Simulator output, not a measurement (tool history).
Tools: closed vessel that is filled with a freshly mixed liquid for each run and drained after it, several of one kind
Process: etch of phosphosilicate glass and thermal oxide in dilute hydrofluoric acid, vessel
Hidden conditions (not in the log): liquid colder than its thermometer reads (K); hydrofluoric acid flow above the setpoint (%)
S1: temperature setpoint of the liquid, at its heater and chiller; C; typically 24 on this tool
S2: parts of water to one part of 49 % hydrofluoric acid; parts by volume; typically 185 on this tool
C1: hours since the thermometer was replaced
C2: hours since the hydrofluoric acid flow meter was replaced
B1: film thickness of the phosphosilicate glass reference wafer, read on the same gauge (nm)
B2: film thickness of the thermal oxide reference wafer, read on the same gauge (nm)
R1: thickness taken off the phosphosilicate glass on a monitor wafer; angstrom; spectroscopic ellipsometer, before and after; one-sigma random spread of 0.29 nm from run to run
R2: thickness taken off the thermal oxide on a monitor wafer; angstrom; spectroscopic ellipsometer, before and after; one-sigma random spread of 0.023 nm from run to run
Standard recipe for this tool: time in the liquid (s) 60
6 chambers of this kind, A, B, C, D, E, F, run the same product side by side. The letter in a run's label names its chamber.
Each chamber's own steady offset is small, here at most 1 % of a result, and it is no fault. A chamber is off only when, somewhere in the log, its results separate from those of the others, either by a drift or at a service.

{"run": "1F", "day": 0.521, "S1": 24, "S2": 185, "time in the liquid (s)": 60, "C1": 121.1, "C2": 183.5, "B1": 129.99, "B2": 129.99, "R1": 467.19, "R2": 13.751}
{"run": "2E", "day": 0.904, "S1": 24, "S2": 185, "time in the liquid (s)": 60, "C1": 88.7, "C2": 449.2, "B1": 130.02, "B2": 130, "R1": 465.94, "R2": 13.74}
{"run": "3D", "day": 1.2, "S1": 24, "S2": 185, "time in the liquid (s)": 60, "C1": 295.2, "C2": 1132.5, "B1": 130.02, "B2": 129.98, "R1": 472.97, "R2": 13.886}
{"run": "4C", "day": 1.708, "S1": 24, "S2": 185, "time in the liquid (s)": 60, "C1": 842.7, "C2": 348.4, "B1": 129.98, "B2": 130.03, "R1": 472.91, "R2": 13.992}
{"run": "5A", "day": 2.004, "S1": 24, "S2": 185, "time in the liquid (s)": 60, "C1": 373.6, "C2": 121.8, "B1": 130.02, "B2": 130, "R1": 470.85, "R2": 14.05}
{"run": "6B", "day": 2.367, "S1": 24, "S2": 185, "time in the liquid (s)": 60, "C1": 1680.4, "C2": 663.9, "B1": 130, "B2": 130.01, "R1": 474.46, "R2": 13.939}
{"run": "7D", "day": 2.917, "S1": 24, "S2": 185, "time in the liquid (s)": 60, "C1": 336.4, "C2": 1173.7, "B1": 130.05, "B2": 130.02, "R1": 469.56, "R2": 13.967}
{"day": 3.192, "done": "chamber B: hydrofluoric acid flow meter replaced"}
{"run": "8B", "day": 3.538, "S1": 24, "S2": 185, "time in the liquid (s)": 60, "C1": 1708.5, "C2": 8.4, "B1": 130.01, "B2": 130, "R1": 475.41, "R2": 13.878}
{"run": "9E", "day": 3.9, "S1": 24, "S2": 185, "time in the liquid (s)": 60, "C1": 160.6, "C2": 521.1, "B1": 130, "B2": 129.99, "R1": 471.51, "R2": 13.531}
{"run": "10C", "day": 4.358, "S1": 24, "S2": 185, "time in the liquid (s)": 60, "C1": 906.3, "C2": 412, "B1": 130.01, "B2": 130, "R1": 474.6, "R2": 14.258}
{"run": "11F", "day": 4.829, "S1": 24, "S2": 185, "time in the liquid (s)": 60, "C1": 224.5, "C2": 286.9, "B1": 129.96, "B2": 130.01, "R1": 459.72, "R2": 14.023}
{"run": "12A", "day": 5.192, "S1": 24, "S2": 185, "time in the liquid (s)": 60, "C1": 450.1, "C2": 198.3, "B1": 130.02, "B2": 130.01, "R1": 475.52, "R2": 14.18}
{"run": "13F", "day": 5.471, "S1": 24, "S2": 185, "time in the liquid (s)": 60, "C1": 239.9, "C2": 302.3, "B1": 129.95, "B2": 130, "R1": 459.27, "R2": 14.41}
{"run": "14B", "day": 5.858, "S1": 24, "S2": 185, "time in the liquid (s)": 60, "C1": 1764.2, "C2": 64.1, "B1": 129.99, "B2": 130, "R1": 475.33, "R2": 14.284}
{"run": "15D", "day": 6.471, "S1": 24, "S2": 185, "time in the liquid (s)": 60, "C1": 421.7, "C2": 1259, "B1": 129.95, "B2": 129.99, "R1": 470.11, "R2": 13.703}
{"run": "16E", "day": 7.071, "S1": 24, "S2": 185, "time in the liquid (s)": 60, "C1": 236.7, "C2": 597.2, "B1": 130.03, "B2": 130, "R1": 472.13, "R2": 13.86}
{"run": "17A", "day": 7.654, "S1": 24, "S2": 185, "time in the liquid (s)": 60, "C1": 509.2, "C2": 257.4, "B1": 130, "B2": 130, "R1": 474.9, "R2": 14.251}
{"run": "18C", "day": 8.288, "S1": 24, "S2": 185, "time in the liquid (s)": 60, "C1": 1000.6, "C2": 506.3, "B1": 130.01, "B2": 130.01, "R1": 471.8, "R2": 14.076}
{"run": "19B", "day": 8.842, "S1": 24, "S2": 185, "time in the liquid (s)": 60, "C1": 1835.8, "C2": 135.7, "B1": 130.03, "B2": 130.02, "R1": 471.8, "R2": 13.846}
{"run": "20D", "day": 9.204, "S1": 24, "S2": 185, "time in the liquid (s)": 60, "C1": 487.3, "C2": 1324.6, "B1": 130, "B2": 130.01, "R1": 470.79, "R2": 13.425}
{"run": "21A", "day": 9.671, "S1": 24, "S2": 185, "time in the liquid (s)": 60, "C1": 557.6, "C2": 305.8, "B1": 130, "B2": 130.02, "R1": 476.74, "R2": 13.944}
{"run": "22E", "day": 10.258, "S1": 24, "S2": 185, "time in the liquid (s)": 85, "C1": 313.2, "C2": 673.7, "B1": 130.03, "B2": 130, "R1": 673.4, "R2": 19.855}
{"run": "23C", "day": 10.729, "S1": 24, "S2": 185, "time in the liquid (s)": 85, "C1": 1059.2, "C2": 564.9, "B1": 130.02, "B2": 129.98, "R1": 666.94, "R2": 19.646}
{"run": "24F", "day": 11.317, "S1": 24, "S2": 185, "time in the liquid (s)": 85, "C1": 380.2, "C2": 442.6, "B1": 129.99, "B2": 130.02, "R1": 651.68, "R2": 19.577}
{"run": "25B", "day": 11.946, "S1": 24, "S2": 185, "time in the liquid (s)": 85, "C1": 1910.3, "C2": 210.2, "B1": 130.01, "B2": 130, "R1": 667.92, "R2": 19.645}
{"day": 12.267, "done": "chamber C: hydrofluoric acid flow meter replaced"}
{"run": "26A", "day": 12.529, "S1": 24, "S2": 185, "time in the liquid (s)": 85, "C1": 626.2, "C2": 374.4, "B1": 130.03, "B2": 130.02, "R1": 675.65, "R2": 19.822}
{"run": "27E", "day": 12.95, "S1": 24, "S2": 185, "time in the liquid (s)": 85, "C1": 377.8, "C2": 738.3, "B1": 129.98, "B2": 130, "R1": 672.06, "R2": 19.54}
{"run": "28D", "day": 13.267, "S1": 24, "S2": 185, "time in the liquid (s)": 60, "C1": 584.8, "C2": 1422.1, "B1": 130.01, "B2": 129.99, "R1": 472.91, "R2": 13.754}
{"run": "29C", "day": 13.808, "S1": 28, "S2": 185, "time in the liquid (s)": 60, "C1": 1133.1, "C2": 37.1, "B1": 129.98, "B2": 130.02, "R1": 546.73, "R2": 16.033}
{"run": "30F", "day": 14.175, "S1": 28, "S2": 185, "time in the liquid (s)": 60, "C1": 448.8, "C2": 511.2, "B1": 129.99, "B2": 130.01, "R1": 528.9, "R2": 15.745}
{"run": "31B", "day": 14.504, "S1": 28, "S2": 185, "time in the liquid (s)": 60, "C1": 1971.7, "C2": 271.6, "B1": 129.96, "B2": 129.99, "R1": 550, "R2": 16.131}
{"run": "32F", "day": 14.958, "S1": 28, "S2": 185, "time in the liquid (s)": 60, "C1": 467.6, "C2": 530, "B1": 129.98, "B2": 130.01, "R1": 534.39, "R2": 15.99}
{"run": "33A", "day": 15.325, "S1": 28, "S2": 185, "time in the liquid (s)": 60, "C1": 693.3, "C2": 441.5, "B1": 129.98, "B2": 130.01, "R1": 550.37, "R2": 16.188}
{"run": "34D", "day": 15.625, "S1": 28, "S2": 185, "time in the liquid (s)": 60, "C1": 641.4, "C2": 1478.7, "B1": 130, "B2": 130.01, "R1": 543.63, "R2": 15.938}
{"run": "35C", "day": 16.175, "S1": 24, "S2": 185, "time in the liquid (s)": 60, "C1": 1189.9, "C2": 93.9, "B1": 129.99, "B2": 129.99, "R1": 471.8, "R2": 13.591}
{"run": "36E", "day": 16.667, "S1": 24, "S2": 185, "time in the liquid (s)": 60, "C1": 467, "C2": 827.5, "B1": 129.99, "B2": 130.01, "R1": 473.59, "R2": 14.264}
{"run": "37E", "day": 17.092, "S1": 24, "S2": 185, "time in the liquid (s)": 60, "C1": 477.2, "C2": 837.7, "B1": 129.99, "B2": 129.99, "R1": 462.86, "R2": 13.906}
{"run": "38F", "day": 17.562, "S1": 24, "S2": 185, "time in the liquid (s)": 60, "C1": 530.1, "C2": 592.5, "B1": 130.04, "B2": 129.98, "R1": 462.49, "R2": 13.854}
{"run": "39A", "day": 18.042, "S1": 24, "S2": 185, "time in the liquid (s)": 60, "C1": 758.5, "C2": 506.7, "B1": 130.01, "B2": 130.01, "R1": 470.54, "R2": 14.051}

What goes on in this fleet: one chamber off, a drifting gauge, or nothing beyond the chambers' own small offsets? Name the chamber and the cause, if any.

No chamber is off and the gauge is stable; the differences are just each chamber's small, constant offset.
